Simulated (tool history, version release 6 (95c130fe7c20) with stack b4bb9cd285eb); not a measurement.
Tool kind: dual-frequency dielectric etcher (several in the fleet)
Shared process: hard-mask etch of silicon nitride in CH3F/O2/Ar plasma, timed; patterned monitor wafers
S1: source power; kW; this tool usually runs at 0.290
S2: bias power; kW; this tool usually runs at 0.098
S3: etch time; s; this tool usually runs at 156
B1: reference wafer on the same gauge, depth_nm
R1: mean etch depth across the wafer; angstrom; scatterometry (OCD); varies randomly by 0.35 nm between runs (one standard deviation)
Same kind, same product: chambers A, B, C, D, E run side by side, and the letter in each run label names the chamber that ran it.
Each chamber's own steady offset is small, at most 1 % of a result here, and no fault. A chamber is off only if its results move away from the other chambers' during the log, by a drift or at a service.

run,hour,S1,S2,S3,B1,R1
1E,5.2,0.290,0.098,156,92.018,1091.20
2B,11.8,0.290,0.098,156,92.033,1093.20
# hour 14.5: chamber E: wet clean of the chamber
3A,16.1,0.290,0.098,156,92.001,1074.80
# hour 22.7: chamber D: wet clean of the chamber
4C,23.3,0.290,0.098,156,92.045,1090.60
5D,27.5,0.290,0.098,156,92.060,1078.40
6C,33.7,0.290,0.098,156,92.045,1086.90
7D,43.1,0.290,0.098,156,92.015,1074.30
8A,51.8,0.290,0.098,156,92.045,1083.60
9B,57.8,0.290,0.098,156,92.001,1085.30
10E,64.9,0.290,0.098,156,92.044,1096.20
# hour 70.2: chamber D: source power generator calibrated
11B,74.4,0.290,0.098,119,91.913,826.22
12A,80.0,0.290,0.098,119,92.003,823.97
13D,86.3,0.290,0.098,119,91.979,821.94
14E,91.5,0.290,0.098,119,91.986,829.60
15C,99.2,0.290,0.098,119,92.017,834.24
16C,105.7,0.290,0.098,156,92.022,1094.90
17A,113.9,0.290,0.098,156,91.997,1083.10
18E,120.0,0.290,0.098,156,91.998,1095.20
19B,128.8,0.290,0.098,156,91.964,1092.20
20D,133.3,0.290,0.098,156,91.979,1069.60
21B,141.3,0.290,0.098,156,92.025,1088.20
22E,146.9,0.290,0.098,156,91.955,1093.30
23C,155.0,0.290,0.098,156,92.068,1090.00
24D,164.0,0.290,0.098,156,92.082,1075.10
25A,171.2,0.290,0.098,156,92.039,1079.00
26A,177.9,0.290,0.098,156,91.980,1075.60
27D,184.1,0.290,0.098,156,91.981,1069.30
28E,189.0,0.290,0.098,156,92.078,1090.90
29B,197.4,0.290,0.098,156,92.004,1082.10
30C,205.8,0.290,0.107,156,91.995,1122.00
31E,214.2,0.290,0.107,156,92.016,1130.10
32B,219.9,0.290,0.107,156,92.008,1116.00
33D,228.3,0.290,0.107,156,92.063,1111.60
34A,234.0,0.290,0.107,156,91.993,1117.50
35C,241.8,0.290,0.098,156,91.959,1091.80
# hour 247.9: chamber A: wet clean of the chamber
36A,250.9,0.290,0.098,156,91.999,1082.80
37B,257.9,0.290,0.098,156,92.016,1085.40
38D,264.2,0.290,0.098,156,91.986,1077.20

Does one chamber stand apart from the rest, does the shared gauge drift, or is all well apart from small per-chamber offsets? Give the chamber and the most likely cause, where there is one.

All chambers stay in line apart from their small fixed offsets, and the gauge does not drift.

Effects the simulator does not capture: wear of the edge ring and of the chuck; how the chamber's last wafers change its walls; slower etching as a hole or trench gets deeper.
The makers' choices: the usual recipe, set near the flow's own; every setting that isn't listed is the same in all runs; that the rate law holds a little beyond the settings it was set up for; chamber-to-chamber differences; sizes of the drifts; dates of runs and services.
